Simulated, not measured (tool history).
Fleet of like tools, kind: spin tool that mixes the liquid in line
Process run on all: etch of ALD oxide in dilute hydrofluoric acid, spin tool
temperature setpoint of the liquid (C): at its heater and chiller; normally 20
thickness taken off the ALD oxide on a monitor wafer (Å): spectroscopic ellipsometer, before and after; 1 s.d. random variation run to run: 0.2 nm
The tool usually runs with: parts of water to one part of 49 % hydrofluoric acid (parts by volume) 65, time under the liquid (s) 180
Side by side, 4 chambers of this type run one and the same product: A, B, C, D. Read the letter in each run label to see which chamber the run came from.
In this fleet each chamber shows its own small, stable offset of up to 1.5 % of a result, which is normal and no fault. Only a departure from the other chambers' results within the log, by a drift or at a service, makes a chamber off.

| run | day | temperature setpoint of the liquid (C) | parts of water to one part of 49 % hydrofluoric acid (parts by volume) | time under the liquid (s) | read-back film thickness of the ALD oxide reference wafer, read on the same gauge (nm) | thickness taken off the ALD oxide on a monitor wafer (Å) |
|---|---|---|---|---|---|---|
| 1B | 0.433 | 20 | 65 | 180 | 70.005 | 278.02 |
| 2A | 0.708 | 20 | 65 | 180 | 70.018 | 282.25 |
|  | 0.962 | chamber A: hydrofluoric acid flow meter replaced |
| 3C | 1.004 | 20 | 65 | 180 | 69.963 | 283.26 |
| 4D | 1.417 | 20 | 65 | 180 | 69.983 | 288.33 |
| 5B | 1.829 | 20 | 65 | 180 | 69.974 | 282.47 |
| 6D | 2.175 | 20 | 65 | 180 | 70.029 | 285.71 |
| 7C | 2.396 | 20 | 65 | 180 | 70.000 | 289.19 |
| 8A | 2.842 | 20 | 65 | 180 | 69.985 | 281.01 |
| 9A | 3.138 | 20 | 65 | 180 | 70.009 | 282.96 |
| 10D | 3.562 | 20 | 65 | 180 | 70.006 | 283.90 |
| 11B | 3.854 | 20 | 65 | 180 | 70.033 | 278.14 |
| 12C | 4.142 | 20 | 65 | 75 | 69.990 | 122.80 |
| 13D | 4.462 | 20 | 65 | 75 | 70.006 | 117.39 |
| 14A | 4.875 | 20 | 65 | 75 | 69.999 | 116.49 |
| 15B | 5.258 | 20 | 65 | 75 | 69.992 | 116.55 |
| 16C | 5.596 | 20 | 65 | 180 | 70.013 | 301.58 |
| 17A | 5.875 | 20 | 90 | 180 | 70.013 | 196.47 |
| 18D | 6.100 | 20 | 90 | 180 | 70.004 | 198.30 |
| 19B | 6.512 | 20 | 90 | 180 | 70.018 | 196.86 |
| 20C | 6.725 | 20 | 90 | 180 | 70.034 | 212.72 |
| 21C | 7.146 | 20 | 65 | 180 | 69.998 | 309.43 |
| 22D | 7.362 | 18 | 65 | 180 | 69.995 | 259.47 |
| 23B | 7.804 | 18 | 65 | 180 | 70.020 | 257.67 |
| 24A | 8.233 | 18 | 65 | 180 | 70.016 | 259.44 |

All 4 chambers run these settings next. Forecast each chamber's results:
| 25A | 8.575 | 20 | 85 | 180 |  | ? |
| 25B | 8.575 | 20 | 85 | 180 |  | ? |
| 25C | 8.575 | 20 | 85 | 180 |  | ? |
| 25D | 8.575 | 20 | 85 | 180 |  | ? |

| run | thickness taken off the ALD oxide on a monitor wafer (Å) |
|---|---|
| 25A | 208.40 |
| 25B | 208.13 |
| 25C | 231.81 |
| 25D | 212.20 |
